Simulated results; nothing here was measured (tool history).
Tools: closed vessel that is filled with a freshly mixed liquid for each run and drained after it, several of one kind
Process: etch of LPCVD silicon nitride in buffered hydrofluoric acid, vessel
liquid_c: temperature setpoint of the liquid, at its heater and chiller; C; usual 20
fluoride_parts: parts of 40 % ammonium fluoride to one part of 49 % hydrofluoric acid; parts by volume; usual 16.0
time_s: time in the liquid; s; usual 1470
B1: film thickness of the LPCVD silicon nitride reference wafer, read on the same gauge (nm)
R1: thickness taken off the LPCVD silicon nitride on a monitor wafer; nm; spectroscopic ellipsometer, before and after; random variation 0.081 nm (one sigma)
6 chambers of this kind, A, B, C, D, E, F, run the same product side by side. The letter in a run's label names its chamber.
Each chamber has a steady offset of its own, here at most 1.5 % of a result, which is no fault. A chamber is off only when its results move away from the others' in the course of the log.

At hour 3.7: chamber B: thermometer replaced.
At hour 5.9: chamber F: hydrofluoric acid flow meter replaced.
Run 1E, hour 6.2: usual settings; B1 109.98. Result: R1 9.2937 nm.
Run 2F, hour 15.4: usual settings; B1 110.00. Result: R1 9.2872 nm.
Run 3C, hour 24.5: usual settings; B1 110.00. Result: R1 9.4833 nm.
Run 4D, hour 30.1: usual settings; B1 109.96. Result: R1 9.1701 nm.
At hour 32.7: chamber C: hydrofluoric acid flow meter replaced.
Run 5A, hour 35.4: usual settings; B1 109.96. Result: R1 9.3518 nm.
At hour 41.4: chamber E: hydrofluoric acid flow meter replaced.
Run 6B, hour 45.1: usual settings; B1 110.02. Result: R1 9.3306 nm.
Run 7E, hour 50.6: usual settings; B1 110.00. Result: R1 9.3832 nm.
Run 8B, hour 60.0: usual settings; B1 110.00. Result: R1 9.2597 nm.
Run 9F, hour 66.7: usual settings; B1 110.01. Result: R1 9.3966 nm.
Run 10C, hour 72.0: usual settings but liquid_c 25 C, time_s 2325 s; B1 110.00. Result: R1 19.3430 nm.
Run 11A, hour 79.3: usual settings but liquid_c 25 C, time_s 2325 s; B1 110.02. Result: R1 19.0810 nm.
Run 12D, hour 87.6: usual settings but liquid_c 25 C, time_s 2325 s; B1 110.02. Result: R1 19.2400 nm.
Run 13E, hour 93.4: usual settings but liquid_c 25 C, time_s 2325 s; B1 109.98. Result: R1 19.6440 nm.
Run 14A, hour 99.0: usual settings but liquid_c 25 C, time_s 2325 s; B1 109.99. Result: R1 19.1010 nm.
Run 15B, hour 105.8: usual settings but liquid_c 25 C, time_s 2325 s; B1 109.99. Result: R1 19.1580 nm.
Run 16F, hour 112.6: usual settings; B1 109.97. Result: R1 9.2380 nm.
Run 17D, hour 122.7: usual settings; B1 109.99. Result: R1 9.4418 nm.
Run 18C, hour 132.1: usual settings; B1 110.03. Result: R1 9.2328 nm.
Run 19C, hour 140.9: usual settings but fluoride_parts 10.5 parts by volume; B1 110.01. Result: R1 13.8370 nm.
Run 20E, hour 149.9: usual settings but fluoride_parts 10.5 parts by volume; B1 110.00. Result: R1 14.3770 nm.
At hour 153.8: chamber C: thermometer replaced.
Run 21B, hour 155.8: usual settings but fluoride_parts 10.5 parts by volume; B1 109.99. Result: R1 13.8460 nm.
At hour 156.4: chamber D: hydrofluoric acid flow meter replaced.
Run 22D, hour 161.1: usual settings but fluoride_parts 10.5 parts by volume; B1 110.00. Result: R1 13.9140 nm.
Run 23A, hour 167.9: usual settings but fluoride_parts 10.5 parts by volume; B1 109.99. Result: R1 13.3700 nm.
Run 24F, hour 174.9: usual settings but fluoride_parts 10.5 parts by volume; B1 110.00. Result: R1 14.2040 nm.
Run 25C, hour 180.7: usual settings; B1 110.00. Result: R1 9.3496 nm.
Run 26E, hour 187.8: usual settings; B1 109.98. Result: R1 9.2446 nm.
Run 27D, hour 195.4: usual settings; B1 110.02. Result: R1 9.3682 nm.
Run 28B, hour 202.1: usual settings; B1 109.98. Result: R1 9.2909 nm.
Run 29F, hour 207.3: usual settings but fluoride_parts 20.5 parts by volume, time_s 1950 s; B1 110.01. Result: R1 9.6619 nm.
Run 30A, hour 215.0: usual settings but fluoride_parts 20.5 parts by volume, time_s 1950 s; B1 110.02. Result: R1 9.5038 nm.
Run 31C, hour 221.5: usual settings but fluoride_parts 20.5 parts by volume, time_s 1950 s; B1 110.03. Result: R1 9.7720 nm.
Run 32F, hour 231.0: usual settings but fluoride_parts 20.5 parts by volume, time_s 1950 s; B1 110.04. Result: R1 9.7065 nm.
Run 33A, hour 237.4: usual settings but fluoride_parts 20.5 parts by volume, time_s 1950 s; B1 110.05. Result: R1 9.1313 nm.
Run 34E, hour 245.2: usual settings but fluoride_parts 20.5 parts by volume, time_s 1950 s; B1 110.02. Result: R1 9.6397 nm.
Run 35B, hour 255.2: usual settings; B1 109.99. Result: R1 9.1494 nm.
Run 36D, hour 264.2: usual settings; B1 110.00. Result: R1 9.3533 nm.
Run 37D, hour 272.3: usual settings; B1 110.02. Result: R1 9.2789 nm.
Run 38E, hour 282.3: usual settings; B1 109.97. Result: R1 9.2820 nm.
Run 39F, hour 288.1: usual settings; B1 110.02. Result: R1 9.2308 nm.
Run 40C, hour 294.4: usual settings; B1 110.00. Result: R1 9.2858 nm.
Run 41A, hour 300.8: usual settings; B1 110.03. Result: R1 8.3271 nm.
Run 42B, hour 307.1: usual settings; B1 109.98. Result: R1 9.4043 nm.
Run 43A, hour 313.1: usual settings but fluoride_parts 12.5 parts by volume; B1 110.04. Result: R1 10.6490 nm.

All 6 chambers run these settings next. Forecast each chamber's results:
Run 44A, hour 320.7: usual settings but liquid_c 17 C. Result: R1 ?.
Run 44B, hour 320.7: usual settings but liquid_c 17 C. Result: R1 ?.
Run 44C, hour 320.7: usual settings but liquid_c 17 C. Result: R1 ?.
Run 44D, hour 320.7: usual settings but liquid_c 17 C. Result: R1 ?.
Run 44E, hour 320.7: usual settings but liquid_c 17 C. Result: R1 ?.
Run 44F, hour 320.7: usual settings but liquid_c 17 C. Result: R1 ?.

run      R1
44A  6.9652
44B  7.7847
44C  7.7818
44D  7.7108
44E  7.8901
44F  7.7342
